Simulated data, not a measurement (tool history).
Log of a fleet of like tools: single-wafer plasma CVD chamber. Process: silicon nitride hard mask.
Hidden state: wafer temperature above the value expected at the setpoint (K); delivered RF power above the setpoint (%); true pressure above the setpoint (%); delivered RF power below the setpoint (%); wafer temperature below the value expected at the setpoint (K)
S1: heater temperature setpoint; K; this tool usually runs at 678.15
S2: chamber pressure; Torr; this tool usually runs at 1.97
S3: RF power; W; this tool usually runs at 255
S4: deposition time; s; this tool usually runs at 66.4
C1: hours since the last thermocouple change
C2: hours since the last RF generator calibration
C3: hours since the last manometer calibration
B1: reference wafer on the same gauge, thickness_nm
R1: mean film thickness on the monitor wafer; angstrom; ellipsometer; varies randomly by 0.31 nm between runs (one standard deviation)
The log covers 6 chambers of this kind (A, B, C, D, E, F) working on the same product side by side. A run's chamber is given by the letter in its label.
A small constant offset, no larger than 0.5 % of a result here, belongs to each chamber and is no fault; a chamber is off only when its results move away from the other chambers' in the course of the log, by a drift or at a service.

Run 1E, hour 5.3: usual settings; C1 762.9; C2 608.8; C3 629.0; B1 63.051. Result: R1 721.47 angstrom.
Run 2D, hour 16.6: usual settings; C1 1354.3; C2 1109.7; C3 1660.3; B1 63.016. Result: R1 725.73 angstrom.
At hour 20.8: chamber B: RF generator calibrated.
Run 3F, hour 28.2: usual settings; C1 1993.4; C2 781.2; C3 926.6; B1 63.002. Result: R1 721.84 angstrom.
At hour 30.0: chamber A: capacitance manometer re-zeroed and calibrated.
Run 4A, hour 39.2: usual settings; C1 354.8; C2 1395.3; C3 9.3; B1 63.012. Result: R1 726.00 angstrom.
Run 5C, hour 47.5: usual settings; C1 945.8; C2 1189.9; C3 2719.0; B1 63.060. Result: R1 721.72 angstrom.
Run 6B, hour 59.3: usual settings; C1 235.5; C2 38.6; C3 696.6; B1 62.987. Result: R1 726.31 angstrom.
Run 7D, hour 71.0: usual settings; C1 1408.7; C2 1164.1; C3 1714.7; B1 63.026. Result: R1 728.54 angstrom.
Run 8A, hour 82.6: usual settings; C1 398.2; C2 1438.7; C3 52.7; B1 62.926. Result: R1 727.32 angstrom.
Run 9B, hour 88.1: usual settings; C1 264.3; C2 67.4; C3 725.4; B1 63.035. Result: R1 723.83 angstrom.
Run 10E, hour 94.8: usual settings; C1 852.4; C2 698.3; C3 718.5; B1 63.010. Result: R1 720.45 angstrom.
Run 11F, hour 105.3: usual settings; C1 2070.5; C2 858.3; C3 1003.7; B1 62.950. Result: R1 720.20 angstrom.
Run 12C, hour 116.3: usual settings but S3 280 W; C1 1014.6; C2 1258.7; C3 2787.8; B1 62.963. Result: R1 769.60 angstrom.
Run 13A, hour 122.7: usual settings but S3 280 W; C1 438.3; C2 1478.8; C3 92.8; B1 63.096. Result: R1 772.76 angstrom.
Run 14C, hour 134.7: usual settings but S3 280 W; C1 1033.0; C2 1277.1; C3 2806.2; B1 62.994. Result: R1 773.75 angstrom.
Run 15F, hour 146.6: usual settings but S3 280 W; C1 2111.8; C2 899.6; C3 1045.0; B1 63.065. Result: R1 768.72 angstrom.
Run 16E, hour 152.5: usual settings but S3 280 W; C1 910.1; C2 756.0; C3 776.2; B1 62.981. Result: R1 770.40 angstrom.
Run 17D, hour 164.3: usual settings but S3 280 W; C1 1502.0; C2 1257.4; C3 1808.0; B1 63.023. Result: R1 772.93 angstrom.
Run 18B, hour 173.1: usual settings; C1 349.3; C2 152.4; C3 810.4; B1 62.976. Result: R1 716.18 angstrom.
Run 19C, hour 178.8: usual settings; C1 1077.1; C2 1321.2; C3 2850.3; B1 63.013. Result: R1 726.51 angstrom.
Run 20D, hour 190.1: usual settings; C1 1527.8; C2 1283.2; C3 1833.8; B1 63.019. Result: R1 728.96 angstrom.
At hour 197.5: chamber D: capacitance manometer re-zeroed and calibrated.
Run 21B, hour 198.2: usual settings; C1 374.4; C2 177.5; C3 835.5; B1 63.034. Result: R1 722.96 angstrom.
At hour 205.2: chamber C: thermocouple changed; heater temperature recalibrated.
At hour 207.3: chamber A: RF generator calibrated.
Run 22E, hour 208.3: usual settings; C1 965.9; C2 811.8; C3 832.0; B1 63.042. Result: R1 721.38 angstrom.
Run 23A, hour 215.4: usual settings but S1 692.15 K, S2 2.31 Torr; C1 531.0; C2 8.2; C3 185.5; B1 63.010. Result: R1 758.17 angstrom.
Run 24F, hour 225.4: usual settings but S1 692.15 K, S2 2.31 Torr; C1 2190.6; C2 978.4; C3 1123.8; B1 62.945. Result: R1 731.86 angstrom.
Run 25B, hour 232.2: usual settings but S1 692.15 K, S2 2.31 Torr; C1 408.4; C2 211.5; C3 869.5; B1 63.016. Result: R1 747.52 angstrom.
Run 26E, hour 243.5: usual settings but S1 692.15 K, S2 2.31 Torr; C1 1001.1; C2 847.0; C3 867.2; B1 62.987. Result: R1 745.12 angstrom.
Run 27C, hour 251.9: usual settings but S1 692.15 K, S2 2.31 Torr; C1 46.8; C2 1394.3; C3 2923.4; B1 63.029. Result: R1 749.98 angstrom.
Run 28D, hour 258.8: usual settings but S1 692.15 K, S2 2.31 Torr; C1 1596.5; C2 1351.9; C3 61.3; B1 62.955. Result: R1 752.81 angstrom.
Run 29F, hour 265.8: usual settings but S2 2.44 Torr, S3 270 W; C1 2231.0; C2 1018.8; C3 1164.2; B1 62.975. Result: R1 766.13 angstrom.
Run 30A, hour 277.8: usual settings but S2 2.44 Torr, S3 270 W; C1 593.4; C2 70.6; C3 247.9; B1 63.013. Result: R1 796.37 angstrom.
Run 31F, hour 284.1: usual settings but S2 2.44 Torr, S3 270 W; C1 2249.3; C2 1037.1; C3 1182.5; B1 62.993. Result: R1 760.88 angstrom.
Run 32D, hour 292.2: usual settings but S2 2.44 Torr, S3 270 W; C1 1629.9; C2 1385.3; C3 94.7; B1 63.046. Result: R1 791.02 angstrom.
Run 33B, hour 299.3: usual settings but S2 2.44 Torr, S3 270 W; C1 475.5; C2 278.6; C3 936.6; B1 63.050. Result: R1 789.28 angstrom.
Run 34E, hour 304.9: usual settings but S2 2.44 Torr, S3 270 W; C1 1062.5; C2 908.4; C3 928.6; B1 62.998. Result: R1 800.85 angstrom.
Run 35C, hour 313.6: usual settings; C1 108.5; C2 1456.0; C3 2985.1; B1 62.993. Result: R1 724.65 angstrom.
Run 36A, hour 325.6: usual settings; C1 641.2; C2 118.4; C3 295.7; B1 62.935. Result: R1 730.28 angstrom.

One chamber off, gauge drift, or nothing amiss beyond the chambers' own small offsets? If it is a chamber, which one, and what is the likeliest cause?

Chamber F drifts away from the others.
Cause: delivered RF power below the setpoint (%) = 7.13.

Here are 4 candidates for chamber F's next run, each the usual settings with a change, their results left as question marks. Which one brings its results back in line with what the others give on the usual settings?
Allowed miss from the other chambers' usual-settings mean, per result, to count as in line: R1 11.00 angstrom
Run 37F-1, hour 334.4: usual settings but S4 67.3 s. Result: R1 ?.
Run 37F-2, hour 334.4: usual settings but S2 2.00 Torr, S3 260 W, S4 68.7 s. Result: R1 ?.
Run 37F-3, hour 334.4: usual settings but S2 1.96 Torr, S4 65.7 s. Result: R1 ?.
Run 37F-4, hour 334.4: usual settings but S3 235 W. Result: R1 ?.

The other chambers' mean on the usual settings: R1 723.84 angstrom
  run      R1
37F-1  694.11
37F-2  721.10
37F-3  676.75
37F-4  645.11
37F-2 is the one that brings the chamber's results back in line with the other chambers.
